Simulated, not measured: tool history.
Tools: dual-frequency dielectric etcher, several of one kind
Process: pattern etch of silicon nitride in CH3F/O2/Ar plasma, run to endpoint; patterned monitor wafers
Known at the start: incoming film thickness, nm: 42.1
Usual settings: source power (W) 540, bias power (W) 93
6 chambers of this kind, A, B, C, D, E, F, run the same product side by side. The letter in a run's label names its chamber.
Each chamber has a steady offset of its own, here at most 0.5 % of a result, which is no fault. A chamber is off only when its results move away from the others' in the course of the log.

| run | day | source power (W) | bias power (W) | hours since the last wet clean | hours since the last source power generator calibration | hours since the last bias power generator calibration | endpoint time (s) |
|---|---|---|---|---|---|---|---|
| 1B | 0.433 | 540 | 93 | 644.2 | 2061.0 | 769.2 | 49.797 |
|  | 0.712 | chamber B: wet clean of the chamber |
| 2D | 0.854 | 540 | 93 | 562.4 | 775.2 | 2727.1 | 50.349 |
| 3E | 1.079 | 540 | 93 | 246.6 | 867.3 | 1254.1 | 49.884 |
| 4F | 1.538 | 540 | 93 | 264.3 | 1175.0 | 574.7 | 49.508 |
| 5C | 1.883 | 540 | 93 | 476.5 | 3098.0 | 2692.3 | 49.667 |
|  | 2.254 | chamber D: wet clean of the chamber |
| 6A | 2.296 | 540 | 93 | 220.6 | 399.6 | 3316.2 | 49.697 |
| 7F | 2.625 | 660 | 93 | 290.4 | 1201.1 | 600.8 | 45.674 |
| 8B | 2.979 | 660 | 93 | 54.4 | 2122.1 | 830.3 | 46.192 |
| 9C | 3.279 | 660 | 93 | 510.0 | 3131.5 | 2725.8 | 46.284 |
| 10A | 3.633 | 660 | 93 | 252.7 | 431.7 | 3348.3 | 45.880 |
| 11E | 3.862 | 660 | 93 | 313.4 | 934.1 | 1320.9 | 45.330 |
| 12D | 4.121 | 660 | 93 | 44.9 | 853.6 | 2805.5 | 46.596 |
| 13C | 4.492 | 440 | 74 | 539.1 | 3160.6 | 2754.9 | 57.504 |
| 14B | 4.746 | 440 | 74 | 96.8 | 2164.5 | 872.7 | 59.086 |
|  | 4.917 | chamber C: source power generator calibrated |
| 15D | 5.050 | 440 | 74 | 67.2 | 875.9 | 2827.8 | 58.426 |
| 16A | 5.404 | 440 | 74 | 295.2 | 474.2 | 3390.8 | 58.354 |
| 17F | 5.812 | 440 | 74 | 366.9 | 1277.6 | 677.3 | 58.588 |
| 18E | 6.179 | 440 | 74 | 369.0 | 989.7 | 1376.5 | 57.557 |
| 19C | 6.542 | 540 | 93 | 588.3 | 39.1 | 2804.1 | 49.941 |
| 20E | 6.800 | 540 | 93 | 383.9 | 1004.6 | 1391.4 | 48.984 |
| 21F | 7.262 | 460 | 102 | 401.7 | 1312.4 | 712.1 | 50.511 |
| 22B | 7.638 | 460 | 102 | 166.2 | 2233.9 | 942.1 | 50.973 |
|  | 7.808 | chamber F: wet clean of the chamber |
| 23A | 7.846 | 460 | 102 | 353.8 | 532.8 | 3449.4 | 50.819 |
| 24D | 8.246 | 460 | 102 | 143.9 | 952.6 | 2904.5 | 51.389 |
| 25F | 8.554 | 460 | 102 | 18.0 | 1343.4 | 743.1 | 51.277 |
|  | 8.679 | chamber C: wet clean of the chamber |
| 26D | 8.975 | 460 | 102 | 161.4 | 970.1 | 2922.0 | 51.094 |
| 27E | 9.196 | 540 | 93 | 441.4 | 1062.1 | 1448.9 | 50.364 |
| 28A | 9.467 | 540 | 93 | 392.7 | 571.7 | 3488.3 | 50.320 |
| 29C | 9.721 | 540 | 93 | 25.1 | 115.4 | 2880.4 | 50.322 |
| 30B | 10.050 | 540 | 93 | 224.1 | 2291.8 | 1000.0 | 48.998 |
| 31F | 10.367 | 540 | 110 | 61.5 | 1386.9 | 786.6 | 46.083 |
| 32D | 10.667 | 540 | 110 | 202.0 | 1010.7 | 2962.6 | 46.980 |
|  | 11.017 | chamber A: bias power generator calibrated |
| 33E | 11.046 | 540 | 110 | 485.8 | 1106.5 | 1493.3 | 46.714 |
| 34A | 11.425 | 540 | 110 | 439.7 | 618.7 | 9.8 | 47.096 |
| 35C | 11.804 | 540 | 110 | 75.1 | 165.4 | 2930.4 | 46.942 |
| 36B | 12.121 | 540 | 110 | 273.8 | 2341.5 | 1049.7 | 46.507 |
| 37C | 12.362 | 540 | 93 | 88.5 | 178.8 | 2943.8 | 49.463 |
| 38F | 12.567 | 540 | 93 | 114.3 | 1439.7 | 839.4 | 49.730 |
| 39B | 12.925 | 540 | 93 | 293.1 | 2360.8 | 1069.0 | 49.953 |
| 40D | 13.233 | 540 | 93 | 263.6 | 1072.3 | 3024.2 | 49.828 |
| 41A | 13.667 | 480 | 111 | 493.5 | 672.5 | 63.6 | 48.623 |
| 42E | 14.067 | 480 | 111 | 558.3 | 1179.0 | 1565.8 | 49.069 |
| 43E | 14.429 | 480 | 111 | 567.0 | 1187.7 | 1574.5 | 48.851 |
| 44D | 14.675 | 480 | 111 | 298.2 | 1106.9 | 3058.8 | 48.976 |

All 6 chambers run these settings next. Forecast each chamber's results:
| 45A | 15.017 | 540 | 93 |  |  |  | ? |
| 45B | 15.017 | 540 | 93 |  |  |  | ? |
| 45C | 15.017 | 540 | 93 |  |  |  | ? |
| 45D | 15.017 | 540 | 93 |  |  |  | ? |
| 45E | 15.017 | 540 | 93 |  |  |  | ? |
| 45F | 15.017 | 540 | 93 |  |  |  | ? |

| run | endpoint time (s) |
|---|---|
| 45A | 49.945 |
| 45B | 50.367 |
| 45C | 49.602 |
| 45D | 49.597 |
| 45E | 49.985 |
| 45F | 49.830 |

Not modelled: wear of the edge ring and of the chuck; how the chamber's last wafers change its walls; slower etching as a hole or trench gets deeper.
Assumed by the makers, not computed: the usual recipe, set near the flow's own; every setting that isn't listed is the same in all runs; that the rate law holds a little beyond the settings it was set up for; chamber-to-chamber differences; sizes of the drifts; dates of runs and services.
